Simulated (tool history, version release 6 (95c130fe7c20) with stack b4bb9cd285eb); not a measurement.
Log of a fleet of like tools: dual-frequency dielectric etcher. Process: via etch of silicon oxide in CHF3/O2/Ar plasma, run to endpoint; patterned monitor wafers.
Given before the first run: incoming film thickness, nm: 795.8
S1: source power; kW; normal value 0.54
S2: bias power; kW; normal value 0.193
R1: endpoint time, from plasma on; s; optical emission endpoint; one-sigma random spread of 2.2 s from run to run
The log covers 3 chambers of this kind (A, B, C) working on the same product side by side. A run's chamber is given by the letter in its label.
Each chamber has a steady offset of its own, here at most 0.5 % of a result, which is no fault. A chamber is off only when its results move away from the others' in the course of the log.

run 1A day=0.379 | S1=0.54 S2=0.193 | R1=408.19
run 2C day=0.983 | S1=0.54 S2=0.193 | R1=413.41
run 3B day=1.271 | S1=0.54 S2=0.193 | R1=414.17
run 4A day=1.833 | S1=0.54 S2=0.193 | R1=409.17
run 5B day=2.138 | S1=0.54 S2=0.193 | R1=410.54
run 6C day=2.554 | S1=0.54 S2=0.193 | R1=411.77
run 7B day=2.862 | S1=0.54 S2=0.236 | R1=386.29
-- day=3.229 chamber A: wet clean of the chamber
run 8A day=3.425 | S1=0.54 S2=0.236 | R1=379.6
run 9C day=3.912 | S1=0.54 S2=0.236 | R1=383.23
-- day=3.983 chamber C: source power generator calibrated
run 10B day=4.5 | S1=0.54 S2=0.168 | R1=431.2
run 11C day=4.871 | S1=0.54 S2=0.168 | R1=431.6
run 12A day=5.421 | S1=0.54 S2=0.168 | R1=432.72
run 13A day=5.946 | S1=0.6 S2=0.162 | R1=416.35
run 14C day=6.517 | S1=0.6 S2=0.162 | R1=417.45
run 15B day=6.85 | S1=0.6 S2=0.162 | R1=414.57
run 16C day=7.204 | S1=0.48 S2=0.161 | R1=458.9
-- day=7.488 chamber C: wet clean of the chamber
run 17B day=7.696 | S1=0.48 S2=0.161 | R1=453.89
run 18A day=7.979 | S1=0.48 S2=0.161 | R1=454.76
run 19A day=8.358 | S1=0.54 S2=0.193 | R1=411.73
run 20B day=8.788 | S1=0.44 S2=0.165 | R1=469.86
run 21C day=9.388 | S1=0.44 S2=0.165 | R1=451.84
run 22B day=9.679 | S1=0.44 S2=0.165 | R1=466.42
run 23A day=10.179 | S1=0.54 S2=0.193 | R1=405.7
run 24C day=10.588 | S1=0.54 S2=0.193 | R1=393.03
run 25C day=10.962 | S1=0.54 S2=0.193 | R1=394.88
run 26A day=11.4 | S1=0.54 S2=0.193 | R1=408.43
run 27B day=11.95 | S1=0.54 S2=0.193 | R1=412.84
run 28A day=12.354 | S1=0.54 S2=0.193 | R1=408.13
run 29C day=12.746 | S1=0.64 S2=0.239 | R1=345.77
run 30B day=13.021 | S1=0.64 S2=0.239 | R1=352.46
run 31A day=13.604 | S1=0.64 S2=0.239 | R1=353.93
run 32C day=13.983 | S1=0.54 S2=0.193 | R1=397.78
run 33B day=14.504 | S1=0.54 S2=0.193 | R1=408.68

Read the log: is a single chamber off, either drifting away or since a service, is the gauge that measures every chamber drifting, or is nothing wrong beyond small per-chamber offsets? Name any odd chamber and what most likely caused it.

The work done on chamber C during a service left it standing apart from the others.
Most likely cause: etch rate over this chamber's usual, % = 3.77.

Which of the 4 candidates below, each the usual settings with something changed and its results left as question marks, puts chamber C back in line with what the other chambers give on the usual settings?
Allowed miss from the other chambers' usual-settings mean, per result, to count as in line: R1 7.7 s
run 34C-1 day=14.954 | S1=0.57 S2=0.201 | R1=?
run 34C-2 day=14.954 | S1=0.54 S2=0.174 | R1=?
run 34C-3 day=14.954 | S1=0.49 S2=0.177 | R1=?
run 34C-4 day=14.954 | S1=0.59 S2=0.209 | R1=?

On the usual settings, the other chambers give on average: R1 409.42 s
run=34C-1 R1=383.78
run=34C-2 R1=411.63
run=34C-3 R1=424.97
run=34C-4 R1=373.65
34C-2 puts the chamber back in line with the other chambers.
